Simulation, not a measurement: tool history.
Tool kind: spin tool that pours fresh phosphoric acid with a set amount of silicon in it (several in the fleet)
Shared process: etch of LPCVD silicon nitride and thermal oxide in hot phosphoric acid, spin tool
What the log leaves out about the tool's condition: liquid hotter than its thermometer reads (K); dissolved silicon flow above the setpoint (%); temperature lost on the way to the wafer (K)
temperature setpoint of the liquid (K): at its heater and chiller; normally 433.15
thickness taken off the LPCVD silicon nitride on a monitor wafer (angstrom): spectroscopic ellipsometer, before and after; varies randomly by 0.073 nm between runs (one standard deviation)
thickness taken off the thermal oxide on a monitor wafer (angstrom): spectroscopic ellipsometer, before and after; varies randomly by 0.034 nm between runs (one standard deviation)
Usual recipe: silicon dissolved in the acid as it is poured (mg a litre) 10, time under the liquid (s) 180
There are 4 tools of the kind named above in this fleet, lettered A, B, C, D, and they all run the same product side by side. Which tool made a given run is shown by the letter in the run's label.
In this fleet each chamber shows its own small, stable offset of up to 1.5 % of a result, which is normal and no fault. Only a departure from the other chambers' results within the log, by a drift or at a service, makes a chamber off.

run	hour	temperature setpoint of the liquid (K)	silicon dissolved in the acid as it is poured (mg a litre)	time under the liquid (s)	hours since the thermometer was replaced	hours since the dissolved silicon flow meter was replaced	hours since the heated supply line was repaired	read-back film thickness of the LPCVD silicon nitride reference wafer, read on the same gauge (nm)	read-back film thickness of the thermal oxide reference wafer, read on the same gauge (nm)	thickness taken off the LPCVD silicon nitride on a monitor wafer (angstrom)	thickness taken off the thermal oxide on a monitor wafer (angstrom)
1C	8.9	433.15	10	180	1938.3	136.5	452.6	119.97	120.03	142.57	3.9801
2B	15.7	433.15	10	180	97.1	203.3	169.9	120.03	120.05	143.4	4.2921
3A	25.3	433.15	10	180	321	2217.3	176.6	119.97	120	143.64	4.0802
4D	37.2	433.15	10	180	513.6	1222.8	1518.8	119.96	119.99	143.65	4.3097
5D	44.1	433.15	10	180	520.5	1229.7	1525.7	119.98	119.98	144.16	3.8496
6C	54.3	433.15	3.5	75	1983.7	181.9	498	120.01	119.99	59.847	2.0215
7B	65.9	433.15	3.5	75	147.3	253.5	220.1	120.02	119.99	60.361	1.7523
8A	76.1	433.15	3.5	75	371.8	2268.1	227.4	120	119.97	59.509	2.1271
9B	83.1	433.15	3.5	75	164.5	270.7	237.3	120.01	120	60.099	1.888
10A	95.6	433.15	10	180	391.3	2287.6	246.9	120.01	120.02	143.46	4.3327
11C	108.4	433.15	10	180	2037.8	236	552.1	119.96	120.01	143.41	4.0481
12D	115.3	433.15	10	180	591.7	1300.9	1596.9	119.96	120.01	144.27	3.9288
13C	124	430.65	10	95	2053.4	251.6	567.7	119.99	119.99	69.201	1.8486
14D	131.3	430.65	10	95	607.7	1316.9	1612.9	120.06	119.99	70.435	2.0037
15B	139	430.65	10	95	220.4	326.6	293.2	119.97	120.01	69.722	1.9908
16A	145.6	430.65	10	95	441.3	2337.6	296.9	120.05	120.01	69.54	1.6113
17A	151.5	433.15	10	180	447.2	2343.5	302.8	119.99	119.98	144.22	4.3149
18B	158.4	433.15	10	180	239.8	346	312.6	120	119.99	144.03	3.6187
19D	164.8	433.15	10	180	641.2	1350.4	1646.4	120.02	120	144.58	3.8054
20C	177.2	433.15	10	180	2106.6	304.8	620.9	120	119.96	142.38	4.1873
21C	183.2	433.15	10	180	2112.6	310.8	626.9	119.99	119.99	142.07	3.9034
22B	189.9	433.15	10	180	271.3	377.5	344.1	119.98	120	144.95	4.2529
23A	199.8	433.15	10	180	495.5	2391.8	351.1	119.99	119.96	143.84	4.3515
24D	210.9	433.15	10	180	687.3	1396.5	1692.5	120.07	119.98	148.58	4.3142
25D	219	433.15	10	180	695.4	1404.6	1700.6	120.03	120	148.49	4.1718
26C	229.1	433.15	10	180	2158.5	356.7	672.8	120	120.02	143.96	4.2302
# hour 236: chamber B: dissolved silicon flow meter replaced
27B	238.2	433.15	10	180	319.6	2.3	392.4	120.03	120.03	145.49	4.5383
28A	248.8	433.15	10	180	544.5	2440.8	400.1	120.04	120	144.61	3.9629
29D	255.1	430.65	10	180	731.5	1440.7	1736.7	120.01	119.98	137.99	4.1983
30C	266.3	430.65	10	180	2195.7	393.9	710	120.01	120	131.97	3.2596
31A	275.9	430.65	10	180	571.6	2467.9	427.2	120.03	120.03	130.95	3.8034
32B	283.5	430.65	10	180	364.9	47.6	437.7	119.97	119.99	133.16	3.427
33D	289.6	436.15	10	180	766	1475.2	1771.2	119.99	120	167.96	6.1049
34A	298.4	436.15	10	180	594.1	2490.4	449.7	120.05	119.98	159.03	5.6588
35C	305.6	436.15	10	180	2235	433.2	749.3	119.98	120.01	160.43	4.8591
36B	315.1	436.15	10	180	396.5	79.2	469.3	120.01	120.01	160.15	4.8868
37C	325.7	433.15	16	270	2255.1	453.3	769.4	119.98	120.01	216.79	5.8303
38B	334.9	433.15	16	270	416.3	99	489.1	120.06	119.99	216.32	4.9285
# hour 339.4: chamber A: dissolved silicon flow meter replaced
39A	347.7	433.15	16	270	643.4	8.3	499	120.04	120.02	213.9	5.4906

One chamber off, gauge drift, or nothing amiss beyond the chambers' own small offsets? If it is a chamber, which one, and what is the likeliest cause?

It is chamber D that slowly wanders off from its peers.
Most likely cause: liquid hotter than its thermometer reads (K) = 2.22.

Chamber D could run next with any of the 4 candidate recipes listed below; each alters the usual settings, and their results appear as question marks. Which one brings its results back in line with what the other chambers deliver on the usual settings?
In line here means within this much of the mean the other chambers give on the usual settings: thickness taken off the LPCVD silicon nitride on a monitor wafer (angstrom) 2.6; thickness taken off the thermal oxide on a monitor wafer (angstrom) 1.2
40D-1	357.4	432.65	12.5	170						?	?
40D-2	357.4	433.65	7.5	190						?	?
40D-3	357.4	433.15	10.5	175						?	?
40D-4	357.4	433.15	9	185						?	?

On the usual settings, the other chambers give on average: thickness taken off the LPCVD silicon nitride on a monitor wafer (angstrom) 143.71; thickness taken off the thermal oxide on a monitor wafer (angstrom) 4.1088
run	thickness taken off the LPCVD silicon nitride on a monitor wafer (angstrom)	thickness taken off the thermal oxide on a monitor wafer (angstrom)
40D-1	143.2	3.8876
40D-2	165.45	5.2257
40D-3	149.88	4.3469
40D-4	158.45	4.7502
Change 40D-1 lands the chamber within the allowed miss of the other chambers.
